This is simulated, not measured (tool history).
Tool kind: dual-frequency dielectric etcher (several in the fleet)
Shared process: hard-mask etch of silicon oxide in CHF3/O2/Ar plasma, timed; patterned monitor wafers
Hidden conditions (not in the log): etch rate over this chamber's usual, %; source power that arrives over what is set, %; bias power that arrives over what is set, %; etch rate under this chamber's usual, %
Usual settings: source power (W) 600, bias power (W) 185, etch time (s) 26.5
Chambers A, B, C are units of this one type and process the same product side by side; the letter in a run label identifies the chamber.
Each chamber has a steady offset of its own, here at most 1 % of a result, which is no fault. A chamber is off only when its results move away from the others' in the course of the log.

| run | day | source power (W) | bias power (W) | etch time (s) | hours since the last wet clean | hours since the last source power generator calibration | hours since the last bias power generator calibration | read-back reference wafer on the same gauge, depth_nm | mean etch depth across the wafer (angstrom) |
|---|---|---|---|---|---|---|---|---|---|
| 1B | 0.346 | 600 | 185 | 26.5 | 146.4 | 1671.1 | 2467.6 | 63.196 | 525.51 |
| 2A | 0.596 | 600 | 185 | 26.5 | 521.2 | 1829.2 | 2156.9 | 63.155 | 530.01 |
| 3C | 0.767 | 600 | 185 | 26.5 | 292.6 | 1574.3 | 603.1 | 63.2 | 523.97 |
| 4B | 0.979 | 600 | 185 | 26.5 | 161.6 | 1686.3 | 2482.8 | 63.286 | 527.72 |
| 5A | 1.246 | 600 | 185 | 26.5 | 536.8 | 1844.8 | 2172.5 | 63.223 | 523.2 |
| 6C | 1.592 | 600 | 185 | 26.5 | 312.4 | 1594.1 | 622.9 | 63.09 | 523.06 |
|  | 1.704 | chamber A: wet clean of the chamber |
| 7B | 1.942 | 600 | 185 | 26.5 | 184.7 | 1709.4 | 2505.9 | 63.201 | 527.69 |
| 8A | 2.238 | 600 | 185 | 26.5 | 12.8 | 1868.6 | 2196.3 | 63.277 | 528.92 |
| 9C | 2.562 | 600 | 185 | 33 | 335.7 | 1617.4 | 646.2 | 63.219 | 645.82 |
|  | 2.667 | chamber A: source power generator calibrated |
| 10A | 2.767 | 600 | 185 | 33 | 25.5 | 2.4 | 2209 | 63.127 | 645.14 |
| 11C | 2.933 | 600 | 185 | 33 | 344.6 | 1626.3 | 655.1 | 63.207 | 644.15 |
| 12B | 3.262 | 600 | 185 | 26.5 | 216.4 | 1741.1 | 2537.6 | 63.172 | 530.49 |
| 13C | 3.488 | 600 | 185 | 26.5 | 357.9 | 1639.6 | 668.4 | 63.207 | 516.18 |
| 14A | 3.775 | 600 | 185 | 26.5 | 49.7 | 26.6 | 2233.2 | 63.227 | 526.45 |
| 15B | 4.042 | 600 | 185 | 26.5 | 235.1 | 1759.8 | 2556.3 | 63.199 | 534.05 |
| 16A | 4.221 | 600 | 185 | 26.5 | 60.4 | 37.3 | 2243.9 | 63.194 | 519.55 |
| 17C | 4.467 | 600 | 185 | 26.5 | 381.4 | 1663.1 | 691.9 | 63.114 | 514.08 |
| 18B | 4.692 | 600 | 185 | 26.5 | 250.7 | 1775.4 | 2571.9 | 63.246 | 526.53 |
| 19A | 4.892 | 600 | 185 | 26.5 | 76.5 | 53.4 | 2260 | 63.184 | 521.37 |
| 20B | 5.079 | 600 | 185 | 26.5 | 260 | 1784.7 | 2581.2 | 63.225 | 524.73 |
| 21C | 5.396 | 600 | 185 | 26.5 | 403.7 | 1685.4 | 714.2 | 63.102 | 509.48 |
| 22A | 5.738 | 600 | 185 | 22.5 | 96.8 | 73.7 | 2280.3 | 63.26 | 446.68 |
| 23B | 6.012 | 600 | 185 | 22.5 | 282.4 | 1807.1 | 2603.6 | 63.158 | 447.14 |
| 24C | 6.304 | 600 | 185 | 22.5 | 425.5 | 1707.2 | 736 | 63.17 | 430.23 |
| 25B | 6.483 | 600 | 185 | 26.5 | 293.7 | 1818.4 | 2614.9 | 63.158 | 522.18 |
| 26A | 6.754 | 710 | 210 | 26.5 | 121.2 | 98.1 | 2304.7 | 63.199 | 580.81 |
| 27C | 7.046 | 710 | 210 | 26.5 | 443.3 | 1725 | 753.8 | 63.146 | 556.53 |
| 28C | 7.4 | 710 | 210 | 26.5 | 451.8 | 1733.5 | 762.3 | 63.195 | 562.08 |
| 29A | 7.621 | 600 | 185 | 21 | 142 | 118.9 | 2325.5 | 63.199 | 415.1 |

Next, every chamber runs the same settings. What will each give?
| 30A | 7.875 | 600 | 185 | 26.5 |  |  |  |  | ? |
| 30B | 7.875 | 600 | 185 | 26.5 |  |  |  |  | ? |
| 30C | 7.875 | 600 | 185 | 26.5 |  |  |  |  | ? |

| run | mean etch depth across the wafer (angstrom) |
|---|---|
| 30A | 530.31 |
| 30B | 534.59 |
| 30C | 500.5 |

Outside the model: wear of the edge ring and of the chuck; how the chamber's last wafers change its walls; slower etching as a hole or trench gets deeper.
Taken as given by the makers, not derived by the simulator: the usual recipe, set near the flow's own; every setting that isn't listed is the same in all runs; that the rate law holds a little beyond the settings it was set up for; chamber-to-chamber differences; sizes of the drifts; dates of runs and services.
